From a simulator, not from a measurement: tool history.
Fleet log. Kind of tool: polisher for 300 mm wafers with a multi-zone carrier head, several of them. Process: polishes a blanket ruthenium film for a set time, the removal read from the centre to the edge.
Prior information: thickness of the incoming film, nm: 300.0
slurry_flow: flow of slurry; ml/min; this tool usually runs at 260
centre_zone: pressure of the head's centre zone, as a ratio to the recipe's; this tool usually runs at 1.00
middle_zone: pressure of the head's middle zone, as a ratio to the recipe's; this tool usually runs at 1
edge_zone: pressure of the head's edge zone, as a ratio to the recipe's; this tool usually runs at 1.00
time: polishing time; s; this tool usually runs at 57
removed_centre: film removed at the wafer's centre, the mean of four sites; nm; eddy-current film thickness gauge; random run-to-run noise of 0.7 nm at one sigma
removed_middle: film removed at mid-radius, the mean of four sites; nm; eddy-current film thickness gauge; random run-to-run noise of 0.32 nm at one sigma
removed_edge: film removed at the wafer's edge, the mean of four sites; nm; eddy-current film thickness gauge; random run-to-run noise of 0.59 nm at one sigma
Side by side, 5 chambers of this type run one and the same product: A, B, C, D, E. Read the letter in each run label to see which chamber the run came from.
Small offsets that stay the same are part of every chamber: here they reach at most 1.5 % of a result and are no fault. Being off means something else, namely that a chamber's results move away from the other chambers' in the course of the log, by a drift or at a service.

run    day  slurry_flow  centre_zone  middle_zone  edge_zone  time  removed_centre  removed_middle  removed_edge
 1C  0.146          260         1.00            1       1.00    57          52.203          52.583        52.231
 2D  0.271          260         1.00            1       1.00    57          53.014          52.357        51.407
     0.338  -- chamber D: worn pad replaced by a new one
 3B  0.471          260         1.00            1       1.00    57          52.181          52.180        52.786
 4A  0.729          260         1.00            1       1.00    57          52.161          52.091        51.948
 5E  0.925          340         1.00            1       1.00    57          54.317          54.042        52.875
 6A  1.154          340         1.00            1       1.00    57          53.074          53.781        52.785
 7C  1.346          340         1.00            1       1.00    57          53.446          54.139        54.067
 8B  1.638          340         1.00            1       1.00    57          54.179          54.113        55.815
 9D  1.917          340         1.00            1       1.00    57          52.359          53.690        53.734
     2.100  -- chamber E: worn pad replaced by a new one
     2.138  -- chamber B: worn pad replaced by a new one
10E  2.204          260         1.00            1       1.00    57          52.914          52.846        52.433
11E  2.450          260         1.00            1       1.00    57          53.316          53.380        53.390
12D  2.575          260         1.05            1       1.00    68          64.268          62.006        61.858
13B  2.729          260         1.05            1       1.00    68          65.920          62.741        63.443
     2.762  -- chamber D: worn pad replaced by a new one
     2.871  -- chamber C: worn pad replaced by a new one
14C  2.958          260         1.05            1       1.00    68          66.568          62.299        62.277
15A  3.167          260         1.05            1       1.00    68          67.400          62.033        62.883
16D  3.292          260         1.05            1       1.00    68          64.228          62.536        61.651
     3.425  -- chamber A: worn pad replaced by a new one
17C  3.429          220         1.00            1       1.00    57          51.728          50.837        52.691
18A  3.712          220         1.00            1       1.00    57          54.171          50.952        50.212
19B  3.871          220         1.00            1       1.00    57          50.024          52.058        51.838
20E  4.146          220         1.00            1       1.00    57          51.790          51.498        51.846
21A  4.288          220         1.00            1       1.00    57          53.408          51.169        50.834
22C  4.462          260         1.00            1       1.00    57          52.366          52.618        53.567
     4.488  -- chamber D: centre zone pressure recalibrated
23E  4.692          260         1.00            1       1.00    57          51.635          52.637        52.064
24D  4.871          260         1.00            1       1.00    57          50.988          51.985        51.528
25B  5.146          260         1.00            1       1.00    57          52.065          52.786        52.325
26E  5.288          260         1.00            1       1.00    57          52.150          52.407        52.311
     5.442  -- chamber D: worn pad replaced by a new one
27C  5.488          260         1.00            1       1.00    57          52.027          52.053        51.860
28A  5.700          260         1.00            1       0.96    57          57.965          52.245        50.477
29D  5.829          260         1.00            1       0.96    57          51.270          52.146        50.220
30B  6.067          260         1.00            1       0.96    57          52.420          52.016        52.118
31A  6.196          260         1.00            1       0.96    57          57.767          51.662        50.559

Next, all 5 chambers run the settings below, one line each with question marks for the results. What does each chamber give?
32A  6.400          260         1.00            1       1.06    57               ?               ?             ?
32B  6.400          260         1.00            1       1.06    57               ?               ?             ?
32C  6.400          260         1.00            1       1.06    57               ?               ?             ?
32D  6.400          260         1.00            1       1.06    57               ?               ?             ?
32E  6.400          260         1.00            1       1.06    57               ?               ?             ?

run  removed_centre  removed_middle  removed_edge
32A          58.588          52.122        52.613
32B          51.957          52.809        55.471
32C          54.097          52.853        52.871
32D          51.560          51.572        54.229
32E          52.303          53.039        54.474
